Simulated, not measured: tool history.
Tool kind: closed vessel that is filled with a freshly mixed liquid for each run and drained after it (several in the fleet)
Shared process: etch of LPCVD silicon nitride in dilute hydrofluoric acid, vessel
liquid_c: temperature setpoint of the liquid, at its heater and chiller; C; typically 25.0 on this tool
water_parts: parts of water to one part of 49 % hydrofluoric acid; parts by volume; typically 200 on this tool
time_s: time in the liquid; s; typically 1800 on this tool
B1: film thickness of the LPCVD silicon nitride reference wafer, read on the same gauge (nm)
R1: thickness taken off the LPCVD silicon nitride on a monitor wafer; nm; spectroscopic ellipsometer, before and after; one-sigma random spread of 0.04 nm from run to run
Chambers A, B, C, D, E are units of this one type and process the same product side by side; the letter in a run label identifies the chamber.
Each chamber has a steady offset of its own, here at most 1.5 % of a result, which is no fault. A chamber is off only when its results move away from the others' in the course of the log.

Run 1C, hour 9.2: usual settings; B1 39.956. Result: R1 4.4305 nm.
Run 2A, hour 19.6: usual settings; B1 40.006. Result: R1 4.4440 nm.
Run 3B, hour 27.9: usual settings; B1 39.988. Result: R1 4.3818 nm.
Run 4E, hour 38.5: usual settings; B1 39.958. Result: R1 4.4579 nm.
Run 5D, hour 45.8: usual settings; B1 39.967. Result: R1 4.5042 nm.
Run 6E, hour 52.2: usual settings; B1 40.014. Result: R1 4.3912 nm.
Run 7D, hour 61.2: usual settings; B1 40.019. Result: R1 4.5181 nm.
Run 8C, hour 66.7: usual settings; B1 40.037. Result: R1 4.4214 nm.
Run 9B, hour 75.3: usual settings; B1 39.959. Result: R1 4.4150 nm.
Run 10A, hour 82.6: usual settings; B1 39.957. Result: R1 4.4803 nm.
Run 11B, hour 87.7: usual settings; B1 40.020. Result: R1 4.4930 nm.
Run 12D, hour 98.7: usual settings but water_parts 145 parts by volume; B1 39.977. Result: R1 6.1405 nm.
Run 13E, hour 108.3: usual settings but water_parts 145 parts by volume; B1 40.010. Result: R1 6.1667 nm.
Run 14A, hour 119.1: usual settings but water_parts 145 parts by volume; B1 39.979. Result: R1 6.0911 nm.
Run 15C, hour 128.7: usual settings but water_parts 145 parts by volume; B1 39.975. Result: R1 6.1708 nm.
Run 16A, hour 139.1: usual settings but water_parts 145 parts by volume; B1 39.973. Result: R1 6.2400 nm.
Run 17B, hour 149.0: usual settings; B1 40.041. Result: R1 4.3064 nm.
Run 18D, hour 153.9: usual settings; B1 39.927. Result: R1 4.5005 nm.
Run 19E, hour 161.1: usual settings; B1 40.031. Result: R1 4.4195 nm.
Run 20C, hour 169.0: usual settings; B1 39.947. Result: R1 4.3940 nm.
Run 21A, hour 176.7: usual settings; B1 39.990. Result: R1 4.4017 nm.
Run 22B, hour 185.2: usual settings; B1 39.984. Result: R1 4.2946 nm.
At hour 189.7: chamber E: hydrofluoric acid flow meter replaced.
Run 23C, hour 192.3: usual settings; B1 40.027. Result: R1 4.4504 nm.
Run 24D, hour 200.3: usual settings but liquid_c 27.5 C, time_s 2135 s; B1 40.035. Result: R1 6.0914 nm.
Run 25E, hour 211.3: usual settings but liquid_c 27.5 C, time_s 2135 s; B1 40.022. Result: R1 6.0965 nm.
Run 26A, hour 219.8: usual settings but liquid_c 27.5 C, time_s 2135 s; B1 39.959. Result: R1 6.1906 nm.
Run 27E, hour 226.9: usual settings but liquid_c 27.5 C, time_s 2135 s; B1 39.972. Result: R1 6.1544 nm.
Run 28B, hour 233.3: usual settings but liquid_c 27.5 C, time_s 2135 s; B1 39.933. Result: R1 5.7855 nm.
Run 29C, hour 239.8: usual settings; B1 39.953. Result: R1 4.4721 nm.
Run 30D, hour 247.0: usual settings; B1 40.009. Result: R1 4.4611 nm.
Run 31E, hour 255.8: usual settings but liquid_c 27.0 C, water_parts 275 parts by volume; B1 40.006. Result: R1 3.6290 nm.

Is one chamber out of step, is the gauge drifting, or do the chambers differ by no more than their own small offsets? For an off chamber, give its letter and the likeliest cause.

Little by little, chamber B moves away from the other chambers.
Likeliest cause: hydrofluoric acid flow below the setpoint (%) = 7.95.
From this log alone, it may not be told apart from: liquid colder than its thermometer reads (K).

Here are 4 candidates for chamber B's next run, each the usual settings with a change, their results left as question marks. Which one brings its results back in line with what the others give on the usual settings?
Allowed miss from the other chambers' usual-settings mean, per result, to count as in line: R1 0.1400 nm
Run 32B-1, hour 263.9: usual settings but liquid_c 25.5 C, water_parts 175 parts by volume. Result: R1 ?.
Run 32B-2, hour 263.9: usual settings but water_parts 195 parts by volume, time_s 1890 s. Result: R1 ?.
Run 32B-3, hour 263.9: usual settings but time_s 1515 s. Result: R1 ?.
Run 32B-4, hour 263.9: usual settings but water_parts 215 parts by volume. Result: R1 ?.

Mean of the other chambers on the usual settings: R1 4.4509 nm
  run      R1
32B-1  4.8252
32B-2  4.4054
32B-3  3.4428
32B-4  3.8046
32B-2 is the one that brings the chamber's results back in line with the other chambers.
